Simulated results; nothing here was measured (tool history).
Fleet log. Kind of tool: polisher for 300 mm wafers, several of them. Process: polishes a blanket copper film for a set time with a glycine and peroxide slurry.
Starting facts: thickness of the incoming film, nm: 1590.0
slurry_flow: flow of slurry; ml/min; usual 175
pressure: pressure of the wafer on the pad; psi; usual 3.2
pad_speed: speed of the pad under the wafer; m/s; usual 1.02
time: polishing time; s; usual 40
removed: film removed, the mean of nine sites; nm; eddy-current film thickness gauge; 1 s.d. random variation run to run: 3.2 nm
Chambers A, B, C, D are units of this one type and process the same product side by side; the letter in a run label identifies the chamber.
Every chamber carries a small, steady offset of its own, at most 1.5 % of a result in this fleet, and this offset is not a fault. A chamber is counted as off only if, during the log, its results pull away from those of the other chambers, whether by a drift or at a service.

run,hour,slurry_flow,pressure,pad_speed,time,wafers polished on this pad,hours since the slurry nozzle was cleaned,hours since the head pressure was calibrated,removed
# hour 3.6: chamber A: worn pad replaced by a new one
1A,8.9,175,3.2,1.02,40,78,94.3,199.8,252.53
2D,18.7,175,3.2,1.02,40,586,215.3,451.3,243.36
3C,28.3,175,3.2,1.02,40,1082,56.8,254.1,248.37
4B,40.7,175,3.2,1.02,40,1065,214.7,144.3,248.43
# hour 40.9: chamber B: worn pad replaced by a new one
5C,53.1,175,3.2,1.02,40,1445,81.6,278.9,243.92
6B,59.1,175,3.2,1.02,40,266,233.1,162.7,254.34
7A,65.1,175,3.2,1.02,40,900,150.5,256.0,254.11
# hour 69.8: chamber D: worn pad replaced by a new one
8D,75.0,175,3.2,1.02,40,76,271.6,507.6,251.06
9C,83.8,175,3.2,1.02,40,1894,112.3,309.6,237.40
# hour 87.8: chamber A: worn pad replaced by a new one
# hour 91.2: chamber A: slurry nozzle cleaned
# hour 91.5: chamber B: slurry nozzle cleaned
10D,95.0,175,3.2,1.02,40,369,291.6,527.6,247.59
11A,107.6,175,3.2,1.02,40,290,16.5,298.5,250.97
12B,115.0,175,3.8,1.02,40,1084,23.5,218.6,286.02
# hour 119.0: chamber C: head pressure recalibrated
# hour 121.8: chamber B: worn pad replaced by a new one
13D,124.1,175,3.8,1.02,40,795,320.7,556.7,288.08
14A,135.9,175,3.8,1.02,40,704,44.8,326.8,288.84
# hour 142.2: chamber D: worn pad replaced by a new one
15C,148.9,175,3.8,1.02,40,2847,177.4,29.9,274.74
16B,155.5,175,3.2,1.02,40,493,64.0,259.1,256.03
# hour 156.6: chamber A: worn pad replaced by a new one
17C,164.1,175,3.2,1.02,40,3069,192.6,45.1,236.63
18D,170.9,175,3.2,1.02,40,420,367.5,603.5,247.12
19B,177.8,175,3.2,1.02,40,820,86.3,281.4,244.76
20A,189.9,175,3.2,1.02,40,488,98.8,380.8,249.05
21B,200.5,175,3.2,1.02,40,1152,109.0,304.1,250.11
22D,206.7,175,3.2,1.02,40,944,403.3,639.3,246.87
# hour 213.9: chamber D: worn pad replaced by a new one
23C,215.3,175,3.2,1.02,40,3818,243.8,96.3,230.43
24A,224.2,175,3.2,1.02,40,990,133.1,415.1,250.34
25D,230.5,175,3.2,1.02,40,244,427.1,663.1,246.23

The same settings go to every chamber for the next run, one line per chamber below. Forecast the results for each:
26A,239.8,175,3.2,1.02,40,,,,?
26B,239.8,175,3.2,1.02,40,,,,?
26C,239.8,175,3.2,1.02,40,,,,?
26D,239.8,175,3.2,1.02,40,,,,?

run,removed
26A,259.91
26B,244.59
26C,229.39
26D,245.98

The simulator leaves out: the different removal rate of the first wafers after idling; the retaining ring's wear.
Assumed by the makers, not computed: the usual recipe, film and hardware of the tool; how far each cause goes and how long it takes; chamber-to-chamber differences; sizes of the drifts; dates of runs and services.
